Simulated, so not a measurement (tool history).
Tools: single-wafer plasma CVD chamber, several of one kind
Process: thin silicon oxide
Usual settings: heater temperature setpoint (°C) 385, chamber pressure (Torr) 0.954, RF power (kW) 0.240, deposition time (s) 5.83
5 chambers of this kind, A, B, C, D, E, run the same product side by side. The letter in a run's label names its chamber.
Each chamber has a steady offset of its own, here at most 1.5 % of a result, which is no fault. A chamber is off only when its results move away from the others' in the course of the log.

run   hour  heater temperature setpoint (°C)  chamber pressure (Torr)  RF power (kW)  deposition time (s)  hours since the last thermocouple change  hours since the last RF generator calibration  hours since the last manometer calibration  read-back reference wafer on the same gauge, thickness_nm  mean film thickness on the monitor wafer (Å)
 1C    7.7                               385                    0.954          0.240                 5.83                                     823.5                                         1590.3                                      1433.7                                                     10.799                                        111.99
 2A   14.0                               385                    0.954          0.240                 5.83                                     255.2                                          764.5                                      1924.1                                                     10.797                                        114.54
 3B   24.4                               385                    0.954          0.240                 5.83                                     818.4                                          259.0                                       615.2                                                     10.798                                        114.42
 4E   35.3                               385                    0.954          0.240                 5.83                                    1225.8                                          388.8                                       702.4                                                     10.824                                        113.01
 5D   44.8                               385                    0.954          0.240                 5.83                                    1415.0                                           52.4                                      1316.8                                                     10.798                                        115.60
 6D   53.0                               385                    0.954          0.240                 5.83                                    1423.2                                           60.6                                      1325.0                                                     10.793                                        115.64
 7E   59.8                               385                    0.954          0.240                 5.83                                    1250.3                                          413.3                                       726.9                                                     10.805                                        115.74
 8C   68.3                               385                    0.954          0.240                 5.83                                     884.1                                         1650.9                                      1494.3                                                     10.801                                        112.23
 9B   78.9                               385                    1.031          0.240                 5.27                                     872.9                                          313.5                                       669.7                                                     10.795                                        109.79
10A   89.1                               385                    1.031          0.240                 5.27                                     330.3                                          839.6                                      1999.2                                                     10.808                                        110.25
      92.8  -- chamber C: RF generator calibrated
11E   96.4                               385                    1.031          0.240                 5.27                                    1286.9                                          449.9                                       763.5                                                     10.801                                        108.17
12D  104.1                               385                    1.031          0.240                 5.27                                    1474.3                                          111.7                                      1376.1                                                     10.807                                        109.95
13B  109.1                               385                    1.031          0.240                 5.27                                     903.1                                          343.7                                       699.9                                                     10.801                                        109.14
14C  115.3                               385                    0.954          0.215                 5.83                                     931.1                                           22.5                                      1541.3                                                     10.797                                        107.86
     122.5  -- chamber C: thermocouple changed; heater temperature recalibrated
15A  125.1                               385                    0.954          0.215                 5.83                                     366.3                                          875.6                                      2035.2                                                     10.816                                        109.84
16A  131.0                               385                    0.954          0.215                 5.83                                     372.2                                          881.5                                      2041.1                                                     10.796                                        109.86
     132.1  -- chamber D: capacitance manometer re-zeroed and calibrated
17B  136.8                               385                    0.954          0.215                 5.83                                     930.8                                          371.4                                       727.6                                                     10.802                                        109.40
18E  144.8                               385                    0.954          0.215                 5.83                                    1335.3                                          498.3                                       811.9                                                     10.802                                        107.72
19D  151.3                               385                    0.954          0.240                 5.83                                    1521.5                                          158.9                                        19.3                                                     10.788                                        108.14
20C  162.3                               385                    0.954          0.240                 5.83                                      39.9                                           69.5                                      1588.3                                                     10.809                                        112.46
21E  167.9                               385                    0.954          0.240                 5.83                                    1358.4                                          521.4                                       835.0                                                     10.787                                        114.63
22A  178.5                               385                    0.954          0.240                 5.83                                     419.7                                          929.0                                      2088.6                                                     10.804                                        115.97
23B  188.8                               385                    0.954          0.240                 5.83                                     982.8                                          423.4                                       779.6                                                     10.788                                        114.48
24C  196.9                               385                    0.954          0.240                 5.83                                      74.5                                          104.1                                      1622.9                                                     10.796                                        112.33
25D  207.7                               385                    0.954          0.240                 5.83                                    1577.9                                          215.3                                        75.7                                                     10.796                                        106.97
26B  212.8                               385                    0.954          0.240                 5.83                                    1006.8                                          447.4                                       803.6                                                     10.788                                        114.83
27C  222.1                               385                    0.954          0.240                 5.83                                      99.7                                          129.3                                      1648.1                                                     10.801                                        113.62
28E  229.7                               385                    0.954          0.240                 5.83                                    1420.2                                          583.2                                       896.8                                                     10.804                                        115.44
29A  238.1                               385                    0.954          0.240                 5.83                                     479.3                                          988.6                                      2148.2                                                     10.781                                        115.14
30D  248.0                               385                    0.954          0.240                 6.94                                    1618.2                                          255.6                                       116.0                                                     10.801                                        127.46
     253.6  -- chamber E: thermocouple changed; heater temperature recalibrated
31E  255.2                               385                    0.954          0.240                 6.94                                       1.7                                          608.7                                       922.3                                                     10.800                                        137.74
32C  266.2                               385                    0.954          0.240                 6.94                                     143.8                                          173.4                                      1692.2                                                     10.804                                        134.75
33B  275.7                               385                    0.954          0.240                 6.94                                    1069.7                                          510.3                                       866.5                                                     10.790                                        136.83
34A  282.6                               385                    0.954          0.240                 6.94                                     523.8                                         1033.1                                      2192.7                                                     10.805                                        136.30
35D  293.6                               385                    0.954          0.240                 5.83                                    1663.8                                          301.2                                       161.6                                                     10.800                                        107.70

Next, every chamber runs the same settings. What will each give?
36A  301.8                               385                    0.954          0.240                 5.83                                                                                                                                                                                                                                             ?
36B  301.8                               385                    0.954          0.240                 5.83                                                                                                                                                                                                                                             ?
36C  301.8                               385                    0.954          0.240                 5.83                                                                                                                                                                                                                                             ?
36D  301.8                               385                    0.954          0.240                 5.83                                                                                                                                                                                                                                             ?
36E  301.8                               385                    0.954          0.240                 5.83                                                                                                                                                                                                                                             ?

run  mean film thickness on the monitor wafer (Å)
36A                                        115.77
36B                                        113.61
36C                                        112.89
36D                                        108.49
36E                                        114.70
